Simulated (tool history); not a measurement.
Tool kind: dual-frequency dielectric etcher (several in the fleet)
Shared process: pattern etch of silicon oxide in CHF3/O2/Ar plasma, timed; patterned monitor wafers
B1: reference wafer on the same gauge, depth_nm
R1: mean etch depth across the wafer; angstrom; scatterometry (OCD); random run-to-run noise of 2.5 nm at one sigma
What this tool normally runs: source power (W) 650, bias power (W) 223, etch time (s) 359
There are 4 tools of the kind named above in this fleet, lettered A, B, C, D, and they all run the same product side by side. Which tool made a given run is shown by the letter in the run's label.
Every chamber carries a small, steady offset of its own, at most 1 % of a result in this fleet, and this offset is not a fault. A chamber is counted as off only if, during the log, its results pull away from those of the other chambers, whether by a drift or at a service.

run 1D hour=6.8 | source_power_(W)=650 bias_power_(W)=223 etch_time_(s)=359 | B1=659.95 | R1=7868.5
run 2A hour=15.9 | source_power_(W)=650 bias_power_(W)=223 etch_time_(s)=359 | B1=660.21 | R1=7826.1
run 3B hour=22.5 | source_power_(W)=650 bias_power_(W)=223 etch_time_(s)=359 | B1=660.02 | R1=7793.1
run 4C hour=33.8 | source_power_(W)=650 bias_power_(W)=223 etch_time_(s)=359 | B1=660.07 | R1=7952.4
run 5A hour=43.8 | source_power_(W)=650 bias_power_(W)=223 etch_time_(s)=359 | B1=660.37 | R1=7879.6
run 6D hour=55.1 | source_power_(W)=650 bias_power_(W)=195 etch_time_(s)=359 | B1=660.55 | R1=7561.5
run 7C hour=65.5 | source_power_(W)=650 bias_power_(W)=195 etch_time_(s)=359 | B1=660.26 | R1=7547.5
run 8B hour=77.3 | source_power_(W)=650 bias_power_(W)=195 etch_time_(s)=359 | B1=659.53 | R1=7441.1
run 9A hour=89.1 | source_power_(W)=650 bias_power_(W)=195 etch_time_(s)=359 | B1=660.23 | R1=7487.1
run 10B hour=102.5 | source_power_(W)=650 bias_power_(W)=223 etch_time_(s)=359 | B1=659.96 | R1=7812.8
-- hour=103.4 chamber C: wet clean of the chamber
run 11D hour=112.6 | source_power_(W)=650 bias_power_(W)=223 etch_time_(s)=359 | B1=660.18 | R1=7885
run 12C hour=118.7 | source_power_(W)=650 bias_power_(W)=223 etch_time_(s)=359 | B1=660.58 | R1=7891.3
run 13B hour=129.3 | source_power_(W)=650 bias_power_(W)=223 etch_time_(s)=359 | B1=660.23 | R1=7768.7
run 14C hour=138 | source_power_(W)=650 bias_power_(W)=223 etch_time_(s)=359 | B1=659.82 | R1=7935.3
run 15D hour=145.5 | source_power_(W)=650 bias_power_(W)=223 etch_time_(s)=359 | B1=660.02 | R1=7853.6
run 16A hour=151.6 | source_power_(W)=650 bias_power_(W)=223 etch_time_(s)=359 | B1=659.91 | R1=7801.8
-- hour=158.2 chamber A: wet clean of the chamber
run 17A hour=158.4 | source_power_(W)=650 bias_power_(W)=223 etch_time_(s)=359 | B1=660.51 | R1=8177.6
run 18D hour=164.2 | source_power_(W)=650 bias_power_(W)=223 etch_time_(s)=359 | B1=659.79 | R1=7937.3
run 19C hour=172.4 | source_power_(W)=650 bias_power_(W)=206 etch_time_(s)=454.5 | B1=659.81 | R1=9797.1
run 20B hour=180.4 | source_power_(W)=650 bias_power_(W)=206 etch_time_(s)=454.5 | B1=660.21 | R1=9590.9
run 21D hour=187.4 | source_power_(W)=650 bias_power_(W)=206 etch_time_(s)=454.5 | B1=660.17 | R1=9722.5
-- hour=188.5 chamber A: bias power generator calibrated
run 22A hour=199.6 | source_power_(W)=650 bias_power_(W)=206 etch_time_(s)=454.5 | B1=659.45 | R1=10123
run 23B hour=212.5 | source_power_(W)=650 bias_power_(W)=223 etch_time_(s)=359 | B1=660.27 | R1=7857.5
run 24C hour=224.4 | source_power_(W)=650 bias_power_(W)=190 etch_time_(s)=359 | B1=660.1 | R1=7493.9
run 25B hour=234 | source_power_(W)=650 bias_power_(W)=190 etch_time_(s)=359 | B1=660.16 | R1=7382.8
run 26D hour=242.2 | source_power_(W)=650 bias_power_(W)=190 etch_time_(s)=359 | B1=660.25 | R1=7468.9
run 27A hour=252.9 | source_power_(W)=650 bias_power_(W)=190 etch_time_(s)=359 | B1=660.36 | R1=7789.1
run 28C hour=260.5 | source_power_(W)=650 bias_power_(W)=223 etch_time_(s)=359 | B1=660.22 | R1=7903.4
run 29B hour=267.9 | source_power_(W)=650 bias_power_(W)=193 etch_time_(s)=359 | B1=660.12 | R1=7393.6
run 30C hour=280.6 | source_power_(W)=650 bias_power_(W)=193 etch_time_(s)=359 | B1=659.74 | R1=7534.9
run 31D hour=293.8 | source_power_(W)=650 bias_power_(W)=193 etch_time_(s)=359 | B1=659.74 | R1=7522.3
run 32A hour=302.7 | source_power_(W)=650 bias_power_(W)=193 etch_time_(s)=359 | B1=660.35 | R1=7796
run 33B hour=310.2 | source_power_(W)=650 bias_power_(W)=223 etch_time_(s)=359 | B1=660.5 | R1=7773
run 34D hour=316 | source_power_(W)=650 bias_power_(W)=223 etch_time_(s)=359 | B1=659.77 | R1=7931.2
run 35C hour=325.4 | source_power_(W)=650 bias_power_(W)=223 etch_time_(s)=359 | B1=660.09 | R1=7895.8
run 36A hour=335.9 | source_power_(W)=650 bias_power_(W)=223 etch_time_(s)=359 | B1=659.82 | R1=8192.8
run 37C hour=345.1 | source_power_(W)=650 bias_power_(W)=223 etch_time_(s)=359 | B1=660.22 | R1=7910.9
-- hour=345.5 chamber B: wet clean of the chamber
run 38D hour=351.8 | source_power_(W)=650 bias_power_(W)=223 etch_time_(s)=359 | B1=660.15 | R1=7924.2
run 39A hour=359.4 | source_power_(W)=650 bias_power_(W)=223 etch_time_(s)=359 | B1=659.93 | R1=8178.2
run 40B hour=370.2 | source_power_(W)=650 bias_power_(W)=223 etch_time_(s)=359 | B1=660.08 | R1=7819.1
run 41A hour=378.3 | source_power_(W)=650 bias_power_(W)=223 etch_time_(s)=359 | B1=660.24 | R1=8251.1
run 42B hour=387.2 | source_power_(W)=650 bias_power_(W)=223 etch_time_(s)=359 | B1=660.04 | R1=7801.3
run 43C hour=395.3 | source_power_(W)=490 bias_power_(W)=223 etch_time_(s)=359 | B1=660.51 | R1=7105.2
run 44D hour=407.2 | source_power_(W)=490 bias_power_(W)=223 etch_time_(s)=359 | B1=659.89 | R1=7111.1

Decide between three cases: one chamber stands off from its peers, the gauge reading all wafers drifts, or nothing is wrong past each chamber's small offset. Where a chamber is off, say which and what most likely put it there.

A service on chamber A put it out of line with the rest.
Most likely cause: etch rate over this chamber's usual, % = 4.22.

Which of the 4 candidates below, each the usual settings with something changed and its results left as question marks, puts chamber A back in line with what the other chambers give on the usual settings?
To be in line, a result may differ from the other chambers' mean on the usual settings by at most: R1 89 angstrom
run 45A-1 hour=416.8 | source_power_(W)=650 bias_power_(W)=197 etch_time_(s)=359 | R1=?
run 45A-2 hour=416.8 | source_power_(W)=650 bias_power_(W)=223 etch_time_(s)=381.5 | R1=?
run 45A-3 hour=416.8 | source_power_(W)=660 bias_power_(W)=223 etch_time_(s)=372 | R1=?
run 45A-4 hour=416.8 | source_power_(W)=640 bias_power_(W)=220 etch_time_(s)=340 | R1=?

Other chambers, usual settings, mean: R1 7869 angstrom
run=45A-1 R1=7851.5
run=45A-2 R1=8707.3
run=45A-3 R1=8540
run=45A-4 R1=7678.2
The right change is 45A-1: it brings the chamber back within the allowed miss of the others.
